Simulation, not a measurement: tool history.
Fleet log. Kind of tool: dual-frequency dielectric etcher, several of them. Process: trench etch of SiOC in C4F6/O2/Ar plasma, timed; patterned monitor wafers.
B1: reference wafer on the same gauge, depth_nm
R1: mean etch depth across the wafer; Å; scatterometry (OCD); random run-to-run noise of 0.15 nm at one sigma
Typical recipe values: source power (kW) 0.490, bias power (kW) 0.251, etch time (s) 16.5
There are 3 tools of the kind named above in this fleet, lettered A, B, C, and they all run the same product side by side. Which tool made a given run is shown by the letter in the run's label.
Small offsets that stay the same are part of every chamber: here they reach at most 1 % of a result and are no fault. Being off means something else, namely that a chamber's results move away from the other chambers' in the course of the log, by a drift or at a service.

run 1C day=0.217 | source_power_(kW)=0.490 bias_power_(kW)=0.251 etch_time_(s)=16.5 | B1=41.298 | R1=417.24
run 2B day=0.375 | source_power_(kW)=0.490 bias_power_(kW)=0.251 etch_time_(s)=16.5 | B1=41.267 | R1=410.40
run 3A day=0.550 | source_power_(kW)=0.490 bias_power_(kW)=0.251 etch_time_(s)=16.5 | B1=41.254 | R1=413.55
run 4A day=0.675 | source_power_(kW)=0.490 bias_power_(kW)=0.251 etch_time_(s)=16.5 | B1=41.308 | R1=415.37
run 5C day=0.800 | source_power_(kW)=0.490 bias_power_(kW)=0.251 etch_time_(s)=16.5 | B1=41.300 | R1=419.32
run 6B day=1.012 | source_power_(kW)=0.490 bias_power_(kW)=0.251 etch_time_(s)=16.5 | B1=41.288 | R1=411.59
run 7B day=1.167 | source_power_(kW)=0.490 bias_power_(kW)=0.251 etch_time_(s)=16.5 | B1=41.338 | R1=412.02
run 8A day=1.333 | source_power_(kW)=0.490 bias_power_(kW)=0.251 etch_time_(s)=16.5 | B1=41.310 | R1=411.95
run 9C day=1.542 | source_power_(kW)=0.540 bias_power_(kW)=0.251 etch_time_(s)=16.5 | B1=41.308 | R1=430.75
run 10B day=1.738 | source_power_(kW)=0.540 bias_power_(kW)=0.251 etch_time_(s)=16.5 | B1=41.318 | R1=424.88
run 11A day=1.929 | source_power_(kW)=0.540 bias_power_(kW)=0.251 etch_time_(s)=16.5 | B1=41.285 | R1=430.62
run 12C day=2.121 | source_power_(kW)=0.490 bias_power_(kW)=0.251 etch_time_(s)=16.5 | B1=41.300 | R1=413.14
run 13B day=2.325 | source_power_(kW)=0.490 bias_power_(kW)=0.251 etch_time_(s)=16.5 | B1=41.284 | R1=411.01
run 14C day=2.467 | source_power_(kW)=0.490 bias_power_(kW)=0.251 etch_time_(s)=16.5 | B1=41.299 | R1=410.80
run 15A day=2.675 | source_power_(kW)=0.490 bias_power_(kW)=0.251 etch_time_(s)=16.5 | B1=41.316 | R1=414.05
run 16A day=2.846 | source_power_(kW)=0.490 bias_power_(kW)=0.191 etch_time_(s)=12.0 | B1=41.281 | R1=275.57
run 17B day=3.017 | source_power_(kW)=0.490 bias_power_(kW)=0.191 etch_time_(s)=12.0 | B1=41.246 | R1=272.95
run 18C day=3.146 | source_power_(kW)=0.490 bias_power_(kW)=0.191 etch_time_(s)=12.0 | B1=41.290 | R1=271.10
run 19C day=3.292 | source_power_(kW)=0.490 bias_power_(kW)=0.251 etch_time_(s)=16.5 | B1=41.317 | R1=405.17
run 20A day=3.404 | source_power_(kW)=0.490 bias_power_(kW)=0.251 etch_time_(s)=16.5 | B1=41.293 | R1=416.60
run 21B day=3.521 | source_power_(kW)=0.490 bias_power_(kW)=0.251 etch_time_(s)=16.5 | B1=41.299 | R1=411.52
run 22C day=3.629 | source_power_(kW)=0.490 bias_power_(kW)=0.251 etch_time_(s)=16.5 | B1=41.309 | R1=408.70
run 23B day=3.833 | source_power_(kW)=0.490 bias_power_(kW)=0.191 etch_time_(s)=16.5 | B1=41.293 | R1=374.18
run 24A day=4.067 | source_power_(kW)=0.490 bias_power_(kW)=0.191 etch_time_(s)=16.5 | B1=41.254 | R1=376.70
run 25C day=4.196 | source_power_(kW)=0.490 bias_power_(kW)=0.191 etch_time_(s)=16.5 | B1=41.305 | R1=370.10
run 26A day=4.400 | source_power_(kW)=0.490 bias_power_(kW)=0.251 etch_time_(s)=16.5 | B1=41.263 | R1=413.85
run 27B day=4.533 | source_power_(kW)=0.490 bias_power_(kW)=0.251 etch_time_(s)=16.5 | B1=41.297 | R1=412.00
run 28A day=4.762 | source_power_(kW)=0.490 bias_power_(kW)=0.295 etch_time_(s)=11.5 | B1=41.243 | R1=306.16
run 29C day=4.933 | source_power_(kW)=0.490 bias_power_(kW)=0.295 etch_time_(s)=11.5 | B1=41.305 | R1=297.15
run 30B day=5.104 | source_power_(kW)=0.490 bias_power_(kW)=0.295 etch_time_(s)=11.5 | B1=41.280 | R1=301.18
run 31A day=5.304 | source_power_(kW)=0.490 bias_power_(kW)=0.251 etch_time_(s)=16.5 | B1=41.263 | R1=412.86
run 32B day=5.450 | source_power_(kW)=0.490 bias_power_(kW)=0.251 etch_time_(s)=16.5 | B1=41.298 | R1=408.72
run 33C day=5.675 | source_power_(kW)=0.490 bias_power_(kW)=0.251 etch_time_(s)=16.5 | B1=41.314 | R1=399.38

Next, every chamber runs the same settings. What will each give?
run 34A day=5.846 | source_power_(kW)=0.490 bias_power_(kW)=0.308 etch_time_(s)=16.5 | R1=?
run 34B day=5.846 | source_power_(kW)=0.490 bias_power_(kW)=0.308 etch_time_(s)=16.5 | R1=?
run 34C day=5.846 | source_power_(kW)=0.490 bias_power_(kW)=0.308 etch_time_(s)=16.5 | R1=?

run=34A R1=444.26
run=34B R1=438.38
run=34C R1=428.13

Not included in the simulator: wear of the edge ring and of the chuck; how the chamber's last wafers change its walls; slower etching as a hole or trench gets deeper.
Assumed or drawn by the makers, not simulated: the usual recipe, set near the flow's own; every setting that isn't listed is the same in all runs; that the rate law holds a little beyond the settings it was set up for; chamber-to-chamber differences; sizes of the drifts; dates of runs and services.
